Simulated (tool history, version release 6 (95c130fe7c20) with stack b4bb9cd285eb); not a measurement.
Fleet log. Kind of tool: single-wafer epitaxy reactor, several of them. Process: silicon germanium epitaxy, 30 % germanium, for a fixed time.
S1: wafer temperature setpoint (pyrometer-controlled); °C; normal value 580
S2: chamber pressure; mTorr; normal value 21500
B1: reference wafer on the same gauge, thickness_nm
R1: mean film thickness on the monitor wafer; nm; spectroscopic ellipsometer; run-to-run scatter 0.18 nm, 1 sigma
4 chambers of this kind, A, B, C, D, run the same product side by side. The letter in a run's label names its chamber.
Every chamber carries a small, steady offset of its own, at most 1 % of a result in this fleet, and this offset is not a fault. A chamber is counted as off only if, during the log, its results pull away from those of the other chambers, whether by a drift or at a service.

run	day	S1	S2	B1	R1
1A	0.154	580	21500	43.485	41.478
2B	0.45	580	21500	43.498	42.579
3D	0.621	580	21500	43.543	41.834
4C	0.812	580	21500	43.451	41.981
5D	1.079	580	21500	43.483	42.02
6A	1.404	580	21500	43.507	41.6
7C	1.617	580	21500	43.465	41
8B	1.817	580	21500	43.481	42.202
9A	2.121	580	21500	43.531	41.647
10D	2.354	580	21500	43.557	41.897
11B	2.525	580	21500	43.525	42.35
12C	2.688	580	21500	43.537	41.551
13D	2.883	580	25600	43.505	45.091
14A	3.208	580	25600	43.537	44.026
15C	3.458	580	25600	43.541	44.439
16B	3.608	580	25600	43.567	45.361
17A	3.783	580	21500	43.505	41.189
18B	3.938	580	21500	43.489	42.135
19C	4.267	580	21500	43.442	41.37
20D	4.538	580	21500	43.5	41.755
21D	4.862	580	21500	43.483	41.979
22B	5.021	580	21500	43.507	42.696
23C	5.246	580	21500	43.564	41.296
24A	5.421	580	21500	43.475	40.292
25D	5.712	580	21500	43.495	41.848
26C	6.029	580	21500	43.532	41.535
27B	6.279	586	21500	43.441	47.301

Next, every chamber runs the same settings. What will each give?
28A	6.521	592	21500		?
28B	6.521	592	21500		?
28C	6.521	592	21500		?
28D	6.521	592	21500		?

run	R1
28A	50.088
28B	53.371
28C	52.303
28D	52.486
